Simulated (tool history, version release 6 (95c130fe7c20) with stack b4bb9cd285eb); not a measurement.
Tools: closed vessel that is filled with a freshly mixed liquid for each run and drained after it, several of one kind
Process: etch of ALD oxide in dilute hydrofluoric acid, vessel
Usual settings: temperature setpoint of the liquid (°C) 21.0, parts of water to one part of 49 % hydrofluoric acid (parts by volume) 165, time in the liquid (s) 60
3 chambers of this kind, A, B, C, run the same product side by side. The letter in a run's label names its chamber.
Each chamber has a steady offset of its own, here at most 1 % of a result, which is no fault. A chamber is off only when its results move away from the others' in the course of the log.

run   hour  temperature setpoint of the liquid (°C)  parts of water to one part of 49 % hydrofluoric acid (parts by volume)  time in the liquid (s)  read-back film thickness of the ALD oxide reference wafer, read on the same gauge (nm)  thickness taken off the ALD oxide on a monitor wafer (nm)
 1C   12.1                                     21.0                                                                     165                      60                                                                                  139.99                                                     6.3762
 2A   21.8                                     21.0                                                                     165                      60                                                                                  140.01                                                     6.3759
 3B   31.4                                     21.0                                                                     165                      60                                                                                  139.99                                                     6.3809
 4C   41.8                                     21.0                                                                     165                      60                                                                                  139.99                                                     6.2834
 5A   53.9                                     18.0                                                                     165                      60                                                                                  140.02                                                     5.6748
 6B   64.5                                     18.0                                                                     165                      60                                                                                  139.99                                                     5.6338
 7A   72.3                                     18.0                                                                     165                      60                                                                                  140.01                                                     5.6801
 8B   78.5                                     21.0                                                                     235                      60                                                                                  140.01                                                     4.1284
 9C   88.0                                     21.0                                                                     235                      60                                                                                  140.00                                                     4.1428
10B   94.4                                     21.0                                                                     235                      60                                                                                  140.00                                                     4.1425
11C  102.1                                     21.0                                                                     165                      60                                                                                  139.99                                                     6.3331
12A  111.7                                     21.0                                                                     165                      60                                                                                  140.00                                                     6.3698
13C  122.0                                     21.0                                                                     165                      60                                                                                  140.01                                                     6.3805
14A  132.9                                     21.0                                                                     165                      60                                                                                  139.99                                                     6.4091
15B  144.8                                     21.0                                                                     165                      60                                                                                  140.00                                                     6.4112
16A  156.7                                     21.0                                                                     165                      60                                                                                  140.00                                                     6.3440
17C  163.6                                     21.0                                                                     165                      60                                                                                  139.99                                                     6.3794
18B  173.1                                     21.0                                                                     165                      60                                                                                  140.01                                                     6.3755
19A  180.5                                     21.0                                                                     165                      60                                                                                  140.01                                                     6.3707
20B  186.9                                     21.0                                                                     165                      60                                                                                  140.01                                                     6.3275
21C  194.0                                     21.0                                                                     165                      60                                                                                  140.00                                                     6.3372
22B  200.4                                     21.0                                                                     165                      60                                                                                  140.00                                                     6.3631
23C  208.6                                     19.5                                                                     165                      60                                                                                  140.00                                                     5.9882
     209.1  -- chamber B: hydrofluoric acid flow meter replaced
24A  220.3                                     19.5                                                                     165                      60                                                                                  140.01                                                     6.0257
25C  232.5                                     19.5                                                                     165                      60                                                                                  140.00                                                     6.0044
26B  243.1                                     21.0                                                                     165                      60                                                                                  140.01                                                     6.3613
27A  251.5                                     21.0                                                                     165                      60                                                                                  140.00                                                     6.3768

What goes on in this fleet: one chamber off, a drifting gauge, or nothing beyond the chambers' own small offsets? Name the chamber and the cause, if any.

No chamber stands off beyond its own small offset, and the gauge holds steady.
